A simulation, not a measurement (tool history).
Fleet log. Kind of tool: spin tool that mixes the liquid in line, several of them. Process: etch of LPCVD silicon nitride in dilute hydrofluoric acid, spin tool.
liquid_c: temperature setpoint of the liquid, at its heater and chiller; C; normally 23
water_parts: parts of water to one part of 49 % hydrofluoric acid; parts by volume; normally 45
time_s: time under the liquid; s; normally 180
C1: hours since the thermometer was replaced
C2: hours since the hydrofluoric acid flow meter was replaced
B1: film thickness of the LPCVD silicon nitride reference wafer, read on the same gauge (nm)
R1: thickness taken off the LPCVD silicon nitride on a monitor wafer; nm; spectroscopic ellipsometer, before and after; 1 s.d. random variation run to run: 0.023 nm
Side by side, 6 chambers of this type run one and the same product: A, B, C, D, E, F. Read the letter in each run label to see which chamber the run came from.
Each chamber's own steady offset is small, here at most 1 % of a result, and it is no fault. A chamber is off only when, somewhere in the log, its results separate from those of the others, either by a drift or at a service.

Run 1D, hour 6.8: usual settings; C1 478.9; C2 1161.6; B1 120.02. Result: R1 1.7004 nm.
Run 2E, hour 14.7: usual settings; C1 555.0; C2 741.7; B1 119.98. Result: R1 1.7446 nm.
Run 3A, hour 20.1: usual settings; C1 603.6; C2 677.8; B1 119.97. Result: R1 1.7679 nm.
Run 4F, hour 25.3: usual settings; C1 465.7; C2 1006.9; B1 119.99. Result: R1 1.8017 nm.
Run 5B, hour 30.1: usual settings; C1 344.5; C2 384.9; B1 119.97. Result: R1 1.7601 nm.
Run 6C, hour 39.4: usual settings; C1 477.7; C2 277.1; B1 120.00. Result: R1 1.7373 nm.
Run 7C, hour 47.5: usual settings; C1 485.8; C2 285.2; B1 120.01. Result: R1 1.7149 nm.
Run 8D, hour 56.7: usual settings; C1 528.8; C2 1211.5; B1 120.02. Result: R1 1.7877 nm.
Run 9B, hour 61.5: usual settings; C1 375.9; C2 416.3; B1 120.00. Result: R1 1.7628 nm.
Run 10A, hour 70.9: usual settings; C1 654.4; C2 728.6; B1 119.99. Result: R1 1.7260 nm.
Run 11E, hour 79.2: usual settings but liquid_c 26 C; C1 619.5; C2 806.2; B1 119.98. Result: R1 2.1123 nm.
Run 12F, hour 84.7: usual settings but liquid_c 26 C; C1 525.1; C2 1066.3; B1 120.00. Result: R1 2.0991 nm.
At hour 88.9: chamber F: hydrofluoric acid flow meter replaced.
Run 13C, hour 92.3: usual settings but liquid_c 26 C; C1 530.6; C2 330.0; B1 119.98. Result: R1 2.1226 nm.
Run 14D, hour 96.9: usual settings but liquid_c 26 C; C1 569.0; C2 1251.7; B1 120.01. Result: R1 2.1029 nm.
Run 15F, hour 105.5: usual settings but liquid_c 26 C; C1 545.9; C2 16.7; B1 119.97. Result: R1 2.1106 nm.
Run 16E, hour 111.2: usual settings but liquid_c 26 C; C1 651.5; C2 838.2; B1 120.02. Result: R1 2.1907 nm.
Run 17A, hour 120.5: usual settings; C1 704.0; C2 778.2; B1 119.98. Result: R1 1.6952 nm.
Run 18B, hour 127.4: usual settings; C1 441.8; C2 482.2; B1 119.99. Result: R1 1.7651 nm.
Run 19E, hour 132.0: usual settings but water_parts 35 parts by volume, time_s 215 s; C1 672.3; C2 859.0; B1 120.03. Result: R1 2.7098 nm.
Run 20D, hour 139.9: usual settings but water_parts 35 parts by volume, time_s 215 s; C1 612.0; C2 1294.7; B1 120.01. Result: R1 2.6383 nm.
Run 21B, hour 144.7: usual settings but water_parts 35 parts by volume, time_s 215 s; C1 459.1; C2 499.5; B1 119.99. Result: R1 2.7251 nm.
Run 22F, hour 150.7: usual settings but water_parts 35 parts by volume, time_s 215 s; C1 591.1; C2 61.9; B1 119.98. Result: R1 2.6240 nm.
Run 23C, hour 155.9: usual settings but water_parts 35 parts by volume, time_s 215 s; C1 594.2; C2 393.6; B1 120.02. Result: R1 2.6000 nm.
Run 24A, hour 163.3: usual settings but water_parts 35 parts by volume, time_s 215 s; C1 746.8; C2 821.0; B1 120.03. Result: R1 2.6730 nm.
Run 25F, hour 173.4: usual settings; C1 613.8; C2 84.6; B1 119.99. Result: R1 1.7323 nm.
Run 26E, hour 182.1: usual settings; C1 722.4; C2 909.1; B1 119.99. Result: R1 1.9133 nm.
Run 27A, hour 187.7: usual settings but water_parts 25 parts by volume, time_s 115 s; C1 771.2; C2 845.4; B1 119.97. Result: R1 1.9411 nm.
At hour 190.0: chamber C: hydrofluoric acid flow meter replaced.
Run 28C, hour 193.1: usual settings but water_parts 25 parts by volume, time_s 115 s; C1 631.4; C2 3.1; B1 119.98. Result: R1 1.9294 nm.
Run 29D, hour 202.1: usual settings but water_parts 25 parts by volume, time_s 115 s; C1 674.2; C2 1356.9; B1 120.00. Result: R1 2.0521 nm.
Run 30B, hour 207.0: usual settings but water_parts 25 parts by volume, time_s 115 s; C1 521.4; C2 561.8; B1 119.99. Result: R1 1.9729 nm.
Run 31E, hour 213.1: usual settings but water_parts 25 parts by volume, time_s 115 s; C1 753.4; C2 940.1; B1 119.99. Result: R1 2.1044 nm.
Run 32C, hour 222.0: usual settings but water_parts 25 parts by volume, time_s 115 s; C1 660.3; C2 32.0; B1 119.99. Result: R1 1.9772 nm.
Run 33A, hour 229.6: usual settings; C1 813.1; C2 887.3; B1 120.00. Result: R1 1.7013 nm.
Run 34D, hour 239.4: usual settings; C1 711.5; C2 1394.2; B1 119.99. Result: R1 1.7469 nm.
Run 35B, hour 245.4: usual settings; C1 559.8; C2 600.2; B1 120.00. Result: R1 1.7707 nm.
Run 36F, hour 250.5: usual settings; C1 690.9; C2 161.7; B1 119.99. Result: R1 1.7273 nm.
Run 37C, hour 260.6: usual settings; C1 698.9; C2 70.6; B1 119.99. Result: R1 1.7337 nm.
Run 38D, hour 266.8: usual settings; C1 738.9; C2 1421.6; B1 120.00. Result: R1 1.7483 nm.
Run 39A, hour 277.4: usual settings; C1 860.9; C2 935.1; B1 119.98. Result: R1 1.7430 nm.
Run 40E, hour 286.1: usual settings; C1 826.4; C2 1013.1; B1 120.04. Result: R1 1.9415 nm.
Run 41F, hour 293.4: usual settings; C1 733.8; C2 204.6; B1 120.01. Result: R1 1.7497 nm.
Run 42B, hour 300.7: usual settings but water_parts 30 parts by volume; C1 615.1; C2 655.5; B1 119.98. Result: R1 2.6056 nm.
Run 43E, hour 311.1: usual settings but water_parts 30 parts by volume; C1 851.4; C2 1038.1; B1 119.99. Result: R1 2.9024 nm.

What goes on in this fleet: one chamber off, a drifting gauge, or nothing beyond the chambers' own small offsets? Name the chamber and the cause, if any.

One chamber, E, drifts off from the rest bit by bit.
What lies behind it: liquid hotter than its thermometer reads (K) = 1.7.
From this log alone, it may not be told apart from: hydrofluoric acid flow above the setpoint (%).

Here are 4 candidates for chamber E's next run, each the usual settings with a change, their results left as question marks. Which one brings its results back in line with what the others give on the usual settings?
Maximum distance from the other chambers' mean on the usual settings for a result to count as in line: R1 0.0810 nm
Run 44E-1, hour 318.7: usual settings but water_parts 35 parts by volume. Result: R1 ?.
Run 44E-2, hour 318.7: usual settings but liquid_c 22.0 C, time_s 150 s. Result: R1 ?.
Run 44E-3, hour 318.7: usual settings but liquid_c 23.5 C, time_s 195 s. Result: R1 ?.
Run 44E-4, hour 318.7: usual settings but time_s 160 s. Result: R1 ?.

Average result of the remaining chambers running the usual settings: R1 1.7451 nm
  run      R1
44E-1  2.5074
44E-2  1.5284
44E-3  2.1968
44E-4  1.7430
Change 44E-4 lands the chamber within the allowed miss of the other chambers.
